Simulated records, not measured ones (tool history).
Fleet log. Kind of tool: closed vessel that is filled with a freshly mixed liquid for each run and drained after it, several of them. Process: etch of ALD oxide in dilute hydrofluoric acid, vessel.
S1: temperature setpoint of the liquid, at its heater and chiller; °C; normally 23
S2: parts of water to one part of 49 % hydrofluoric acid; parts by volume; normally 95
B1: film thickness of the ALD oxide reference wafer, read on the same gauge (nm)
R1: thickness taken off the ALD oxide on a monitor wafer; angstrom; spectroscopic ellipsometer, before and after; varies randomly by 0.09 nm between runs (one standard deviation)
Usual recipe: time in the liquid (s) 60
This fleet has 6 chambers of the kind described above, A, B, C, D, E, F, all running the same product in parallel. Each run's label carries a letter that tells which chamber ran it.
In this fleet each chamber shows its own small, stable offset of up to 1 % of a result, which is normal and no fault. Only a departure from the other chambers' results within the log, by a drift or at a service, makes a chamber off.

{"run": "1C", "hour": 5.7, "S1": 23, "S2": 95, "time in the liquid (s)": 60, "B1": 70.022, "R1": 107.93}
{"run": "2F", "hour": 10.0, "S1": 23, "S2": 95, "time in the liquid (s)": 60, "B1": 70.005, "R1": 106.78}
{"run": "3B", "hour": 16.1, "S1": 23, "S2": 95, "time in the liquid (s)": 60, "B1": 70.001, "R1": 109.31}
{"run": "4D", "hour": 20.7, "S1": 23, "S2": 95, "time in the liquid (s)": 60, "B1": 70.007, "R1": 106.29}
{"run": "5A", "hour": 27.9, "S1": 23, "S2": 95, "time in the liquid (s)": 60, "B1": 70.023, "R1": 109.52}
{"hour": 35.3, "done": "chamber D: thermometer replaced"}
{"run": "6E", "hour": 35.3, "S1": 23, "S2": 95, "time in the liquid (s)": 60, "B1": 69.976, "R1": 108.51}
{"run": "7C", "hour": 39.9, "S1": 23, "S2": 70, "time in the liquid (s)": 60, "B1": 70.009, "R1": 150.66}
{"run": "8D", "hour": 46.1, "S1": 23, "S2": 70, "time in the liquid (s)": 60, "B1": 69.958, "R1": 150.92}
{"run": "9E", "hour": 52.5, "S1": 23, "S2": 70, "time in the liquid (s)": 60, "B1": 69.978, "R1": 150.79}
{"run": "10F", "hour": 59.2, "S1": 23, "S2": 70, "time in the liquid (s)": 60, "B1": 70.018, "R1": 154.12}
{"run": "11A", "hour": 66.6, "S1": 23, "S2": 70, "time in the liquid (s)": 60, "B1": 69.999, "R1": 152.59}
{"run": "12B", "hour": 70.8, "S1": 23, "S2": 70, "time in the liquid (s)": 60, "B1": 69.996, "R1": 152.71}
{"hour": 72.0, "done": "chamber F: hydrofluoric acid flow meter replaced"}
{"run": "13D", "hour": 78.5, "S1": 23, "S2": 95, "time in the liquid (s)": 60, "B1": 70.026, "R1": 107.14}
{"run": "14A", "hour": 84.1, "S1": 23, "S2": 95, "time in the liquid (s)": 60, "B1": 69.985, "R1": 109.6}
{"run": "15F", "hour": 91.9, "S1": 23, "S2": 95, "time in the liquid (s)": 60, "B1": 69.983, "R1": 106.5}
{"run": "16E", "hour": 100.4, "S1": 23, "S2": 95, "time in the liquid (s)": 60, "B1": 70.001, "R1": 109.51}
{"run": "17C", "hour": 106.4, "S1": 23, "S2": 95, "time in the liquid (s)": 60, "B1": 70.001, "R1": 109.6}
{"hour": 109.6, "done": "chamber C: hydrofluoric acid flow meter replaced"}
{"hour": 113.3, "done": "chamber E: hydrofluoric acid flow meter replaced"}
{"run": "18B", "hour": 113.4, "S1": 23, "S2": 95, "time in the liquid (s)": 60, "B1": 70.025, "R1": 108.05}
{"run": "19F", "hour": 119.9, "S1": 23, "S2": 95, "time in the liquid (s)": 60, "B1": 70.001, "R1": 108.66}
{"run": "20D", "hour": 125.5, "S1": 23, "S2": 95, "time in the liquid (s)": 60, "B1": 69.986, "R1": 106.43}
{"run": "21C", "hour": 130.4, "S1": 23, "S2": 95, "time in the liquid (s)": 60, "B1": 70.014, "R1": 108.16}
{"run": "22A", "hour": 137.8, "S1": 23, "S2": 95, "time in the liquid (s)": 60, "B1": 70.006, "R1": 109.54}
{"run": "23B", "hour": 145.0, "S1": 20, "S2": 145, "time in the liquid (s)": 60, "B1": 69.988, "R1": 59.33}
{"run": "24E", "hour": 153.3, "S1": 20, "S2": 145, "time in the liquid (s)": 60, "B1": 69.989, "R1": 60.053}
{"run": "25F", "hour": 159.3, "S1": 20, "S2": 145, "time in the liquid (s)": 60, "B1": 69.996, "R1": 58.871}
{"run": "26C", "hour": 163.5, "S1": 20, "S2": 145, "time in the liquid (s)": 60, "B1": 69.993, "R1": 60.923}
{"run": "27A", "hour": 170.1, "S1": 20, "S2": 145, "time in the liquid (s)": 60, "B1": 70.012, "R1": 60.027}
{"run": "28D", "hour": 178.0, "S1": 20, "S2": 145, "time in the liquid (s)": 60, "B1": 70.044, "R1": 59.35}
{"run": "29E", "hour": 185.4, "S1": 23, "S2": 95, "time in the liquid (s)": 60, "B1": 70.001, "R1": 108.33}
{"run": "30B", "hour": 191.2, "S1": 23, "S2": 95, "time in the liquid (s)": 60, "B1": 70, "R1": 109.03}
{"run": "31F", "hour": 195.6, "S1": 23, "S2": 95, "time in the liquid (s)": 60, "B1": 69.998, "R1": 108.19}
{"run": "32C", "hour": 203.2, "S1": 23, "S2": 95, "time in the liquid (s)": 60, "B1": 69.989, "R1": 107.43}
{"run": "33B", "hour": 211.6, "S1": 23, "S2": 95, "time in the liquid (s)": 60, "B1": 70.009, "R1": 107.48}
{"run": "34A", "hour": 218.2, "S1": 23, "S2": 95, "time in the liquid (s)": 60, "B1": 69.998, "R1": 108.36}
{"run": "35D", "hour": 224.9, "S1": 23, "S2": 95, "time in the liquid (s)": 60, "B1": 70.025, "R1": 108.17}
{"run": "36E", "hour": 228.8, "S1": 23, "S2": 95, "time in the liquid (s)": 60, "B1": 69.995, "R1": 109.05}
{"run": "37E", "hour": 235.0, "S1": 26, "S2": 70, "time in the liquid (s)": 60, "B1": 70.017, "R1": 169.66}
{"run": "38D", "hour": 239.5, "S1": 26, "S2": 70, "time in the liquid (s)": 60, "B1": 69.996, "R1": 165.84}

For the next run the whole fleet of 6 chambers uses the same settings. Give each chamber's results:
{"run": "39A", "hour": 245.7, "S1": 23, "S2": 95, "time in the liquid (s)": 60, "R1": "?"}
{"run": "39B", "hour": 245.7, "S1": 23, "S2": 95, "time in the liquid (s)": 60, "R1": "?"}
{"run": "39C", "hour": 245.7, "S1": 23, "S2": 95, "time in the liquid (s)": 60, "R1": "?"}
{"run": "39D", "hour": 245.7, "S1": 23, "S2": 95, "time in the liquid (s)": 60, "R1": "?"}
{"run": "39E", "hour": 245.7, "S1": 23, "S2": 95, "time in the liquid (s)": 60, "R1": "?"}
{"run": "39F", "hour": 245.7, "S1": 23, "S2": 95, "time in the liquid (s)": 60, "R1": "?"}

run=39A R1=109.5
run=39B R1=108.09
run=39C R1=108.57
run=39D R1=107.46
run=39E R1=108.99
run=39F R1=108.57
